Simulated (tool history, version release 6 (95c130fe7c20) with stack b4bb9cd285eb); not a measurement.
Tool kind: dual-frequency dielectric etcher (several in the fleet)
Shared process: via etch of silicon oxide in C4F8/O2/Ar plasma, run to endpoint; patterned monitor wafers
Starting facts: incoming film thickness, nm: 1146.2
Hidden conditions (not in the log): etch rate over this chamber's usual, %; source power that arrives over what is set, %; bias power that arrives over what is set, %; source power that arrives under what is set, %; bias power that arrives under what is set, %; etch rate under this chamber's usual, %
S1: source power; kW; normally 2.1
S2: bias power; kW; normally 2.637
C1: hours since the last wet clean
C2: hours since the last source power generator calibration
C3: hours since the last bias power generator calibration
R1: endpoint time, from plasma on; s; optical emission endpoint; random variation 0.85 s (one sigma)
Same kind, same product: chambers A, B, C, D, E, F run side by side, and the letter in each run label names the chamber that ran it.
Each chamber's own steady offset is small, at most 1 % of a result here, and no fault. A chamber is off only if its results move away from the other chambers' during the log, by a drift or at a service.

run,hour,S1,S2,C1,C2,C3,R1
1B,11.2,2.1,2.637,621.3,2300.6,1145.9,204.39
# hour 18.6: chamber B: wet clean of the chamber
2E,19.6,2.1,2.637,104.8,3324,1711.7,203.58
3A,29.1,2.1,2.637,232.1,628.7,2830,205.27
# hour 31: chamber C: bias power generator calibrated
4C,37.4,2.1,2.637,534.3,2451.1,6.5,207.55
5F,45.2,2.1,2.637,579.3,721.7,477.5,205.17
6D,57.3,2.1,2.637,134.7,665.3,754.8,203.82
7D,68,2.1,2.637,145.4,676,765.5,203
8B,79.9,2.1,2.637,61.4,2369.3,1214.6,204.03
9A,94.5,2.1,2.637,297.5,694.1,2895.4,206.95
# hour 98.8: chamber F: wet clean of the chamber
# hour 102.3: chamber E: bias power generator calibrated
10F,107.1,2.1,2.637,8.3,783.6,539.4,205.17
11E,116.8,2.1,2.637,202,3421.2,14.6,204.98
12C,125.1,2.1,2.637,622,2538.8,94.2,207.39
# hour 125.5: chamber C: wet clean of the chamber
13B,140.1,2.1,2.637,121.6,2429.5,1274.8,203.68
14A,150,2.1,2.304,353,749.6,2950.9,213.07
15C,163,2.1,2.304,37.6,2576.7,132.1,215.55
16E,178.5,2.1,2.304,263.7,3482.9,76.3,212.93
17F,187,2.1,2.304,88.2,863.5,619.3,214.67
18D,196.5,2.1,2.304,273.9,804.5,894,213.56
19F,206.8,2.1,2.304,108,883.3,639.1,212.45
20C,220.6,2.1,2.637,95.2,2634.3,189.7,205.33
# hour 227: chamber E: source power generator calibrated
21D,230.2,2.1,2.637,307.6,838.2,927.7,203
22A,244.4,2.1,2.637,447.4,844,3045.3,206.8
23B,255.9,2.1,2.637,237.4,2545.3,1390.6,204.92
# hour 258.7: chamber A: wet clean of the chamber
24E,270,2.1,2.637,355.2,43,167.8,203.96
25D,283.7,2.1,2.637,361.1,891.7,981.2,204.19
# hour 292.3: chamber E: wet clean of the chamber
26C,294.5,2.1,2.637,169.1,2708.2,263.6,206.26
27F,305,2.1,2.637,206.2,981.5,737.3,205.29
# hour 310.3: chamber D: wet clean of the chamber
28E,320,2.1,2.637,27.7,93,217.8,203.92
29A,328.4,2.59,2.201,69.8,928,3129.3,198.8
30B,339.4,2.59,2.201,320.9,2628.8,1474.1,198.72
31D,353,2.59,2.201,42.8,961,1050.5,197.42
32B,363.7,2.59,2.201,345.2,2653.1,1498.4,198.29
33F,378.1,2.59,2.201,279.3,1054.6,810.4,199.12
34A,384.9,2.59,2.201,126.3,984.5,3185.8,199.02
35C,391.6,2.1,2.637,266.2,2805.3,360.7,205.77
36E,403.7,2.1,2.637,111.4,176.7,301.5,204.03

The same settings go to every chamber for the next run, one line per chamber below. Forecast the results for each:
37A,414.8,2.42,2.637,,,,?
37B,414.8,2.42,2.637,,,,?
37C,414.8,2.42,2.637,,,,?
37D,414.8,2.42,2.637,,,,?
37E,414.8,2.42,2.637,,,,?
37F,414.8,2.42,2.637,,,,?

run,R1
37A,193.47
37B,193.64
37C,195.6
37D,190.92
37E,193.81
37F,194.96
